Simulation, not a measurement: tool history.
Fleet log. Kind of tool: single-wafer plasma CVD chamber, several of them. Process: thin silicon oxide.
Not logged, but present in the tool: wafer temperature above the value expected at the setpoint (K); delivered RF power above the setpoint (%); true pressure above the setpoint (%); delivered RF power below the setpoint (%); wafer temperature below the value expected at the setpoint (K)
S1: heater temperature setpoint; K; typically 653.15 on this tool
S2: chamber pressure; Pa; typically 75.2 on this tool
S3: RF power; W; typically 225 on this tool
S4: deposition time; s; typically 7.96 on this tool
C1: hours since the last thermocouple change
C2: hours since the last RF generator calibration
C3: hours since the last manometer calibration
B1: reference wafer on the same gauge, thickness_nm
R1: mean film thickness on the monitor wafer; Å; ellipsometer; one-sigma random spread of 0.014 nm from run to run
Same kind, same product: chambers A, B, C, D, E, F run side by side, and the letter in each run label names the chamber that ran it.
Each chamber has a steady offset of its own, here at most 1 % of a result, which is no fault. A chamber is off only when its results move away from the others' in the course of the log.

run 1F hour=4.8 | S1=653.15 S2=75.2 S3=225 S4=7.96 | C1=1049.3 C2=921.9 C3=1387.3 | B1=7.3099 | R1=90
run 2E hour=8.8 | S1=653.15 S2=75.2 S3=225 S4=7.96 | C1=2413.6 C2=1365.8 C3=921 | B1=7.3087 | R1=90.082
run 3B hour=15.5 | S1=653.15 S2=75.2 S3=225 S4=7.96 | C1=142.1 C2=777.3 C3=729.4 | B1=7.3123 | R1=90.887
run 4D hour=19.2 | S1=653.15 S2=75.2 S3=225 S4=7.96 | C1=2060 C2=76.6 C3=1001.8 | B1=7.3151 | R1=90.86
run 5C hour=24.3 | S1=653.15 S2=75.2 S3=225 S4=7.96 | C1=2639.1 C2=1810.5 C3=2091.5 | B1=7.3165 | R1=90.107
-- hour=25.4 chamber E: thermocouple changed; heater temperature recalibrated
run 6A hour=28.8 | S1=653.15 S2=75.2 S3=225 S4=7.96 | C1=369.6 C2=444.9 C3=1162 | B1=7.3189 | R1=90.937
run 7E hour=34.1 | S1=653.15 S2=75.2 S3=225 S4=7.96 | C1=8.7 C2=1391.1 C3=946.3 | B1=7.3166 | R1=89.774
run 8F hour=39.2 | S1=653.15 S2=75.2 S3=225 S4=7.96 | C1=1083.7 C2=956.3 C3=1421.7 | B1=7.3189 | R1=89.914
run 9D hour=44.9 | S1=653.15 S2=75.2 S3=225 S4=7.96 | C1=2085.7 C2=102.3 C3=1027.5 | B1=7.319 | R1=90.553
run 10A hour=50.4 | S1=653.15 S2=75.2 S3=225 S4=7.96 | C1=391.2 C2=466.5 C3=1183.6 | B1=7.3222 | R1=91.015
run 11C hour=55.4 | S1=653.15 S2=75.2 S3=225 S4=7.96 | C1=2670.2 C2=1841.6 C3=2122.6 | B1=7.3221 | R1=90.18
run 12B hour=60 | S1=646.15 S2=59.5 S3=225 S4=7.96 | C1=186.6 C2=821.8 C3=773.9 | B1=7.3258 | R1=69.252
run 13A hour=64.9 | S1=646.15 S2=59.5 S3=225 S4=7.96 | C1=405.7 C2=481 C3=1198.1 | B1=7.324 | R1=69.947
run 14B hour=71.1 | S1=646.15 S2=59.5 S3=225 S4=7.96 | C1=197.7 C2=832.9 C3=785 | B1=7.3252 | R1=69.443
run 15F hour=78.1 | S1=646.15 S2=59.5 S3=225 S4=7.96 | C1=1122.6 C2=995.2 C3=1460.6 | B1=7.3258 | R1=68.95
run 16C hour=82.6 | S1=646.15 S2=59.5 S3=225 S4=7.96 | C1=2697.4 C2=1868.8 C3=2149.8 | B1=7.326 | R1=69.385
run 17D hour=87.8 | S1=646.15 S2=59.5 S3=225 S4=7.96 | C1=2128.6 C2=145.2 C3=1070.4 | B1=7.3298 | R1=69.915
run 18E hour=92.6 | S1=653.15 S2=75.2 S3=200 S4=7.29 | C1=67.2 C2=1449.6 C3=1004.8 | B1=7.3263 | R1=77.865
run 19F hour=96 | S1=653.15 S2=75.2 S3=200 S4=7.29 | C1=1140.5 C2=1013.1 C3=1478.5 | B1=7.3286 | R1=77.866
run 20D hour=103 | S1=653.15 S2=75.2 S3=200 S4=7.29 | C1=2143.8 C2=160.4 C3=1085.6 | B1=7.3338 | R1=78.522
run 21B hour=106.6 | S1=653.15 S2=75.2 S3=200 S4=7.29 | C1=233.2 C2=868.4 C3=820.5 | B1=7.3326 | R1=78.796
run 22C hour=110 | S1=653.15 S2=75.2 S3=200 S4=7.29 | C1=2724.8 C2=1896.2 C3=2177.2 | B1=7.337 | R1=78.142
run 23A hour=115.9 | S1=653.15 S2=75.2 S3=200 S4=7.29 | C1=456.7 C2=532 C3=1249.1 | B1=7.333 | R1=79.065
run 24E hour=122.4 | S1=653.15 S2=75.2 S3=225 S4=7.96 | C1=97 C2=1479.4 C3=1034.6 | B1=7.3366 | R1=89.979
run 25C hour=128.1 | S1=653.15 S2=75.2 S3=225 S4=7.96 | C1=2742.9 C2=1914.3 C3=2195.3 | B1=7.3383 | R1=90.362
run 26F hour=133 | S1=653.15 S2=75.2 S3=225 S4=7.96 | C1=1177.5 C2=1050.1 C3=1515.5 | B1=7.3397 | R1=89.872
run 27E hour=137.4 | S1=653.15 S2=75.2 S3=225 S4=8.89 | C1=112 C2=1494.4 C3=1049.6 | B1=7.3378 | R1=100.56
run 28B hour=143.3 | S1=653.15 S2=75.2 S3=225 S4=8.89 | C1=269.9 C2=905.1 C3=857.2 | B1=7.3393 | R1=101.91
run 29D hour=148.5 | S1=653.15 S2=75.2 S3=225 S4=8.89 | C1=2189.3 C2=205.9 C3=1131.1 | B1=7.3414 | R1=101.87
-- hour=153.3 chamber F: capacitance manometer re-zeroed and calibrated
run 30A hour=155.2 | S1=653.15 S2=75.2 S3=225 S4=8.89 | C1=496 C2=571.3 C3=1288.4 | B1=7.3437 | R1=102.26
run 31D hour=159.3 | S1=653.15 S2=75.2 S3=225 S4=8.89 | C1=2200.1 C2=216.7 C3=1141.9 | B1=7.3429 | R1=101.79
run 32B hour=165.3 | S1=653.15 S2=75.2 S3=225 S4=8.89 | C1=291.9 C2=927.1 C3=879.2 | B1=7.3443 | R1=101.63
run 33C hour=168.7 | S1=653.15 S2=75.2 S3=225 S4=7.96 | C1=2783.5 C2=1954.9 C3=2235.9 | B1=7.348 | R1=90.68
run 34E hour=174 | S1=653.15 S2=75.2 S3=225 S4=7.96 | C1=148.6 C2=1531 C3=1086.2 | B1=7.3474 | R1=90.162
-- hour=178.2 chamber E: RF generator calibrated
run 35A hour=180.1 | S1=653.15 S2=75.2 S3=225 S4=7.96 | C1=520.9 C2=596.2 C3=1313.3 | B1=7.3494 | R1=91.393
run 36F hour=187.1 | S1=653.15 S2=75.2 S3=225 S4=7.96 | C1=1231.6 C2=1104.2 C3=33.8 | B1=7.3507 | R1=90.218
run 37F hour=192.9 | S1=653.15 S2=75.2 S3=225 S4=7.96 | C1=1237.4 C2=1110 C3=39.6 | B1=7.3515 | R1=90.149
-- hour=194.3 chamber E: capacitance manometer re-zeroed and calibrated
run 38E hour=198.3 | S1=653.15 S2=75.2 S3=225 S4=7.96 | C1=172.9 C2=20.1 C3=4 | B1=7.352 | R1=90.274
run 39B hour=203.2 | S1=641.15 S2=75.2 S3=205 S4=7.96 | C1=329.8 C2=965 C3=917.1 | B1=7.3531 | R1=88.004
run 40D hour=206.7 | S1=641.15 S2=75.2 S3=205 S4=7.96 | C1=2247.5 C2=264.1 C3=1189.3 | B1=7.3544 | R1=88.062
run 41A hour=213.6 | S1=641.15 S2=75.2 S3=205 S4=7.96 | C1=554.4 C2=629.7 C3=1346.8 | B1=7.3562 | R1=88.083
run 42C hour=217.5 | S1=641.15 S2=75.2 S3=205 S4=7.96 | C1=2832.3 C2=2003.7 C3=2284.7 | B1=7.3533 | R1=87.432

Is one chamber off against the others, does the gauge drift, or is nothing wrong? If a chamber is off, say which, and what the likeliest cause is.

None of the chambers is off. What moves is the gauge, dragging all their readings along together.
Cause: gauge reads high (%) = 0.646.

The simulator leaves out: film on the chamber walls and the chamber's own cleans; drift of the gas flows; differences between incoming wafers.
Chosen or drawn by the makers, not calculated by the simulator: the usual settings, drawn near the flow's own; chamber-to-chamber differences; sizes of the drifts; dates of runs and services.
